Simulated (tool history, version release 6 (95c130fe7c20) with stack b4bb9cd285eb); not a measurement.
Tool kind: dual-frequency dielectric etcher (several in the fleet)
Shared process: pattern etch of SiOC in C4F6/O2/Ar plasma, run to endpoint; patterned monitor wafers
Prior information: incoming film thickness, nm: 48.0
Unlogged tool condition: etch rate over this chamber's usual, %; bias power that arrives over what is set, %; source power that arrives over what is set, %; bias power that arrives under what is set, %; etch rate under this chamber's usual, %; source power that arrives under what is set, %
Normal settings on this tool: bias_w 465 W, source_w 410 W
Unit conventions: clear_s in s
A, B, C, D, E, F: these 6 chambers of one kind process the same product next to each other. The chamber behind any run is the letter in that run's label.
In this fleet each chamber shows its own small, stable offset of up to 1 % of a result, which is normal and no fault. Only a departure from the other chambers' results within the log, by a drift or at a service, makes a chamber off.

run	hour	bias_w	source_w	hours since the last wet clean	hours since the last bias power generator calibration	hours since the last source power generator calibration	clear_s
1E	4.8	465	410	101.0	3961.1	2383.2	16.245
2F	9.9	465	410	321.3	1521.0	2089.3	16.263
3C	14.4	465	410	98.5	2387.5	1303.9	16.484
4A	18.9	465	410	167.1	1470.9	650.1	16.544
5D	24.5	465	410	142.3	1450.5	1050.8	16.396
6B	32.5	465	410	74.1	1046.4	661.2	16.523
7B	36.4	465	410	78.0	1050.3	665.1	16.522
8D	42.5	465	410	160.3	1468.5	1068.8	16.476
9C	46.7	465	350	130.8	2419.8	1336.2	17.560
10A	52.4	465	350	200.6	1504.4	683.6	17.405
11E	56.2	465	350	152.4	4012.5	2434.6	17.307
12F	63.8	465	350	375.2	1574.9	2143.2	17.211
13C	68.2	465	350	152.3	2441.3	1357.7	17.594
14B	74.3	465	350	115.9	1088.2	703.0	17.254
15A	78.3	465	410	226.5	1530.3	709.5	16.251
16F	82.8	398	380	394.2	1593.9	2162.2	17.883
17E	89.2	398	380	185.4	4045.5	2467.6	17.852
18D	97.6	398	380	215.4	1523.6	1123.9	18.034
19D	102.0	398	380	219.8	1528.0	1128.3	18.052
20A	109.0	398	380	257.2	1561.0	740.2	17.777
21B	114.1	398	380	155.7	1128.0	742.8	17.895
22F	118.5	465	410	429.9	1629.6	2197.9	16.207
23E	124.7	465	410	220.9	4081.0	2503.1	16.428
24C	128.9	465	410	213.0	2502.0	1418.4	16.326
25D	133.7	388	510	251.5	1559.7	1160.0	16.591
26E	141.1	388	510	237.3	4097.4	2519.5	16.134
27B	144.9	388	510	186.5	1158.8	773.6	16.216
28F	151.7	388	510	463.1	1662.8	2231.1	16.072
29C	155.7	388	510	239.8	2528.8	1445.2	16.145
30A	159.8	388	510	308.0	1611.8	791.0	16.166
31A	164.7	465	410	312.9	1616.7	795.9	16.535
32F	171.7	465	410	483.1	1682.8	2251.1	16.309
33B	178.6	382	450	220.2	1192.5	807.3	17.067
34C	183.2	382	450	267.3	2556.3	1472.7	17.170
35D	191.6	382	450	309.4	1617.6	1217.9	17.765
36E	197.8	382	450	294.0	4154.1	2576.2	17.044

Is one chamber out of step, is the gauge drifting, or do the chambers differ by no more than their own small offsets? For an off chamber, give its letter and the likeliest cause.

Chamber D drifts away from the others.
What lies behind it: etch rate under this chamber's usual, % = 5.4.

Which of the 4 candidates below, each the usual settings with something changed and its results left as question marks, puts chamber D back in line with what the other chambers give on the usual settings?
Maximum distance from the other chambers' mean on the usual settings for a result to count as in line: clear_s 0.340 s
37D-1	204.0	528	460				?
37D-2	204.0	501	440				?
37D-3	204.0	360	410				?
37D-4	204.0	397	410				?

The mean the other chambers reach with the usual settings: clear_s 16.391 s
run	clear_s
37D-1	15.817
37D-2	16.394
37D-3	18.987
37D-4	18.330
37D-2 puts the chamber back in line with the other chambers.
